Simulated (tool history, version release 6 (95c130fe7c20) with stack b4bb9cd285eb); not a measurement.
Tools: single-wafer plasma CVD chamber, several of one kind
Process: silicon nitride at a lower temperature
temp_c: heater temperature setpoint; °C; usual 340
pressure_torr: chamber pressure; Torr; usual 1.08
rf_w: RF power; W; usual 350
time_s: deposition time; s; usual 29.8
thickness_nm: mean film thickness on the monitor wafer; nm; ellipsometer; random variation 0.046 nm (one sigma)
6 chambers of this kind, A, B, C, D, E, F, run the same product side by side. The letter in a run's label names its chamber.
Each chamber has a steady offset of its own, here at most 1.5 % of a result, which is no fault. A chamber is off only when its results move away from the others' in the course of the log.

run	hour	temp_c	pressure_torr	rf_w	time_s	hours since the last thermocouple change	hours since the last RF generator calibration	hours since the last manometer calibration	read-back reference wafer on the same gauge, thickness_nm	thickness_nm
1C	5.8	340	1.08	350	29.8	776.3	8.2	2282	39.889	34.544
2F	12	340	1.08	350	29.8	1864.5	68.2	209.7	39.887	34.68
3B	16.4	340	1.08	350	29.8	2303.2	81.5	409.2	39.898	35.092
4E	19.9	340	1.08	350	29.8	232.5	2625.6	1493.4	39.882	34.27
5D	24.3	340	1.08	350	29.8	513	1676.7	424.5	39.887	34.426
6A	28.7	340	1.08	350	29.8	280.9	376	359.5	39.877	35.027
7C	33.1	340	1.08	350	29.8	803.6	35.5	2309.3	39.862	34.493
8D	38.4	340	1.08	350	29.8	527.1	1690.8	438.6	39.854	34.491
9B	41.7	340	1.08	350	29.8	2328.5	106.8	434.5	39.859	35.045
10E	45.7	340	1.08	350	29.8	258.3	2651.4	1519.2	39.838	34.229
11F	50.7	340	1.08	350	29.8	1903.2	106.9	248.4	39.843	34.661
12A	56	340	1.08	350	29.8	308.2	403.3	386.8	39.825	35.004
13F	60.8	340	1.08	350	29.8	1913.3	117	258.5	39.826	34.655
14E	63.8	340	1.08	350	29.8	276.4	2669.5	1537.3	39.841	34.247
15C	67.2	340	1.08	350	29.8	837.7	69.6	2343.4	39.829	34.501
16D	71.5	340	1.08	350	29.8	560.2	1723.9	471.7	39.82	34.399
17A	74.4	340	1.08	350	29.8	326.6	421.7	405.2	39.802	35.041
18B	77.9	340	1.08	350	29.8	2364.7	143	470.7	39.813	35.063
19A	80.8	340	1.08	350	29.8	333	428.1	411.6	39.821	34.944
20F	86.5	340	1.08	350	29.8	1939	142.7	284.2	39.799	34.655
21E	91.3	340	1.08	350	29.8	303.9	2697	1564.8	39.797	34.178
22B	94.5	340	1.08	350	29.8	2381.3	159.6	487.3	39.795	35.059
23C	98.8	340	1.08	350	29.8	869.3	101.2	2375	39.793	34.427
# hour 101.7: chamber E: capacitance manometer re-zeroed and calibrated
24D	102.6	340	1.08	350	29.8	591.3	1755	502.8	39.779	34.354
25F	105.8	340	1.08	350	29.8	1958.3	162	303.5	39.783	34.58
26B	109.5	340	1.08	350	29.8	2396.3	174.6	502.3	39.781	35.005
27C	116	340	1.08	350	29.8	886.5	118.4	2392.2	39.772	34.448
28D	121.6	340	1.08	350	29.8	610.3	1774	521.8	39.766	34.295
29E	128	340	1.08	350	29.8	340.6	2733.7	26.3	39.755	34.157
30A	131.2	340	1.08	350	29.8	383.4	478.5	462	39.759	34.988
31A	134.6	340	1.08	350	29.8	386.8	481.9	465.4	39.749	34.906
32E	140.2	340	1.08	350	29.8	352.8	2745.9	38.5	39.748	34.198
33C	144.8	340	1.08	350	29.8	915.3	147.2	2421	39.741	34.422
34B	149.9	340	1.08	350	29.8	2436.7	215	542.7	39.726	34.981
35D	155.2	340	1.08	350	24.9	643.9	1807.6	555.4	39.723	28.725
36F	158.3	340	1.08	350	24.9	2010.8	214.5	356	39.706	28.888
37A	162.1	340	1.08	350	24.9	414.3	509.4	492.9	39.715	29.157
38F	168.7	340	1.08	350	24.9	2021.2	224.9	366.4	39.717	28.874
39C	173.2	340	1.08	350	24.9	943.7	175.6	2449.4	39.715	28.774
40D	176.2	340	1.08	350	24.9	664.9	1828.6	576.4	39.696	28.66
41E	181.4	340	1.08	350	29.8	394	2787.1	79.7	39.697	34.141
42B	184.4	340	1.08	405	33.7	2471.2	249.5	577.2	39.712	43.4
43F	189.1	340	1.08	405	33.7	2041.6	245.3	386.8	39.689	42.711
44D	195.2	340	1.08	405	33.7	683.9	1847.6	595.4	39.687	42.485

All 6 chambers run these settings next. Forecast each chamber's results:
45A	200	340	1.08	350	29.8					?
45B	200	340	1.08	350	29.8					?
45C	200	340	1.08	350	29.8					?
45D	200	340	1.08	350	29.8					?
45E	200	340	1.08	350	29.8					?
45F	200	340	1.08	350	29.8					?

run	thickness_nm
45A	34.84
45B	34.909
45C	34.393
45D	34.324
45E	34.131
45F	34.508
